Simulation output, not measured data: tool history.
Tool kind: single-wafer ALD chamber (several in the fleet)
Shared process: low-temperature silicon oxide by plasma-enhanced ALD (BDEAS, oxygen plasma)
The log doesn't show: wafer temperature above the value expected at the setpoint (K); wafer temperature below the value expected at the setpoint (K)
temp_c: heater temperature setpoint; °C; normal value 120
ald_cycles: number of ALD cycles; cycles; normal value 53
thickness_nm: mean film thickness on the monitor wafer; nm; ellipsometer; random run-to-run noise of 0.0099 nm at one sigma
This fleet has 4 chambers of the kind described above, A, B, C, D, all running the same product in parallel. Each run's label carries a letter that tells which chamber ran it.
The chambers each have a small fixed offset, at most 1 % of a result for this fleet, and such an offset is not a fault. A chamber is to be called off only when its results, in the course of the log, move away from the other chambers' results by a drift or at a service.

run   hour  temp_c  ald_cycles  hours since the last thermocouple change  read-back reference wafer on the same gauge, thickness_nm  thickness_nm
 1C    5.8     120          53                                     921.9                                                     6.8197        7.2575
 2D   12.3     120          53                                     436.9                                                     6.8214        7.2625
 3B   22.3     120          53                                     554.5                                                     6.8222        7.3309
 4A   28.0     120          53                                     775.3                                                     6.8243        7.2190
 5D   38.3     120          53                                     462.9                                                     6.8272        7.2717
 6B   44.2     120          53                                     576.4                                                     6.8287        7.3315
 7A   50.4     120          59                                     797.7                                                     6.8284        8.0398
 8C   62.1     120          59                                     978.2                                                     6.8287        8.0638
 9B   70.7     120          59                                     602.9                                                     6.8307        8.1552
10C   79.6     120          59                                     995.7                                                     6.8356        8.0977
11A   85.9     120          53                                     833.2                                                     6.8348        7.2447
12D   92.8     120          53                                     517.4                                                     6.8358        7.2909
13A  104.1     120          53                                     851.4                                                     6.8407        7.2621
14B  111.4     120          53                                     643.6                                                     6.8399        7.3421
15C  123.3     120          53                                    1039.4                                                     6.8423        7.2700
16D  135.4     120          53                                     560.0                                                     6.8442        7.2965
17C  144.2     120          53                                    1060.3                                                     6.8450        7.2714
18A  153.0     120          53                                     900.3                                                     6.8472        7.2511
19B  161.0     120          53                                     693.2                                                     6.8471        7.3647
20D  171.1     120          53                                     595.7                                                     6.8531        7.3185
21C  180.1     120          53                                    1096.2                                                     6.8551        7.2941
22D  187.3     134          53                                     611.9                                                     6.8527        7.1118
23A  196.7     134          53                                     944.0                                                     6.8547        7.0604
24B  203.0     134          53                                     735.2                                                     6.8572        7.1719

Is one chamber out of step, is the gauge drifting, or do the chambers differ by no more than their own small offsets? For an off chamber, give its letter and the likeliest cause.

The shared gauge is drifting. All chambers look as if they move in step, but none is off.
Cause: gauge reads high (%) = 0.564.
